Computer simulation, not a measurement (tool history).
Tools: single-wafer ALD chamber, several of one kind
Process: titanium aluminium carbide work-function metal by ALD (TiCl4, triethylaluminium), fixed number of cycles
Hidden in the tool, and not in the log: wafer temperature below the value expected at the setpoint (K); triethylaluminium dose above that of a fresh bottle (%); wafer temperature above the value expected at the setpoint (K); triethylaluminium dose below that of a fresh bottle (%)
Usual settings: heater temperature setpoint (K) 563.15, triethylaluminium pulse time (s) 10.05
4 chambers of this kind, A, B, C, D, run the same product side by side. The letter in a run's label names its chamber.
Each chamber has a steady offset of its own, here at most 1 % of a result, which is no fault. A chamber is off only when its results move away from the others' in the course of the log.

| run | hour | heater temperature setpoint (K) | triethylaluminium pulse time (s) | hours since the last thermocouple change | hours since the last triethylaluminium bottle change | read-back reference wafer on the same gauge, thickness_nm | mean film thickness on the monitor wafer (nm) |
|---|---|---|---|---|---|---|---|
| 1D | 7.4 | 563.15 | 10.05 | 1145.9 | 359.7 | 1.9091 | 1.9305 |
| 2C | 14.0 | 563.15 | 10.05 | 21.8 | 289.8 | 1.9098 | 1.9311 |
| 3A | 21.1 | 563.15 | 10.05 | 157.8 | 280.2 | 1.9115 | 1.9364 |
| 4B | 28.8 | 563.15 | 10.05 | 601.1 | 562.2 | 1.9109 | 1.8953 |
| 5A | 34.1 | 563.15 | 10.05 | 170.8 | 293.2 | 1.9110 | 1.9439 |
| 6C | 40.5 | 563.15 | 10.05 | 48.3 | 316.3 | 1.9092 | 1.9092 |
| 7B | 47.4 | 563.15 | 10.05 | 619.7 | 580.8 | 1.9078 | 1.8970 |
| 8D | 53.2 | 563.15 | 10.05 | 1191.7 | 405.5 | 1.9106 | 1.9330 |
| 9C | 59.1 | 563.15 | 10.05 | 66.9 | 334.9 | 1.9117 | 1.9176 |
| 10B | 66.6 | 563.15 | 10.05 | 638.9 | 600.0 | 1.9107 | 1.9047 |
| 11D | 75.1 | 563.15 | 10.05 | 1213.6 | 427.4 | 1.9101 | 1.9241 |
| 12A | 83.6 | 563.15 | 10.05 | 220.3 | 342.7 | 1.9102 | 1.9312 |
| 13D | 88.2 | 563.15 | 10.05 | 1226.7 | 440.5 | 1.9112 | 1.9376 |
| 14B | 96.4 | 563.15 | 10.05 | 668.7 | 629.8 | 1.9091 | 1.9035 |
| 15A | 102.9 | 563.15 | 10.05 | 239.6 | 362.0 | 1.9101 | 1.9237 |
| 16C | 111.9 | 563.15 | 10.05 | 119.7 | 387.7 | 1.9099 | 1.8997 |
| 17C | 121.1 | 563.15 | 10.05 | 128.9 | 396.9 | 1.9085 | 1.9065 |
| 18A | 130.9 | 563.15 | 10.05 | 267.6 | 390.0 | 1.9092 | 1.9152 |
| 19B | 138.2 | 563.15 | 10.05 | 710.5 | 671.6 | 1.9104 | 1.8860 |
| 20D | 145.9 | 563.15 | 10.05 | 1284.4 | 498.2 | 1.9103 | 1.9309 |
| 21A | 154.5 | 563.15 | 10.05 | 291.2 | 413.6 | 1.9103 | 1.9178 |
| 22C | 162.5 | 563.15 | 10.05 | 170.3 | 438.3 | 1.9079 | 1.8652 |
| 23D | 171.7 | 563.15 | 12.17 | 1310.2 | 524.0 | 1.9104 | 1.9511 |
| 24B | 180.9 | 563.15 | 12.17 | 753.2 | 714.3 | 1.9090 | 1.9391 |
| 25A | 189.5 | 563.15 | 12.17 | 326.2 | 448.6 | 1.9094 | 1.9519 |
| 26B | 199.0 | 563.15 | 12.17 | 771.3 | 732.4 | 1.9099 | 1.9459 |
| 27C | 207.7 | 563.15 | 10.05 | 215.5 | 483.5 | 1.9110 | 1.8358 |
| 28D | 213.5 | 563.15 | 10.05 | 1352.0 | 565.8 | 1.9108 | 1.9369 |

Next, every chamber runs the same settings. What will each give?
| 29A | 220.6 | 563.15 | 10.05 |  |  |  | ? |
| 29B | 220.6 | 563.15 | 10.05 |  |  |  | ? |
| 29C | 220.6 | 563.15 | 10.05 |  |  |  | ? |
| 29D | 220.6 | 563.15 | 10.05 |  |  |  | ? |

| run | mean film thickness on the monitor wafer (nm) |
|---|---|
| 29A | 1.9245 |
| 29B | 1.9011 |
| 29C | 1.8298 |
| 29D | 1.9263 |

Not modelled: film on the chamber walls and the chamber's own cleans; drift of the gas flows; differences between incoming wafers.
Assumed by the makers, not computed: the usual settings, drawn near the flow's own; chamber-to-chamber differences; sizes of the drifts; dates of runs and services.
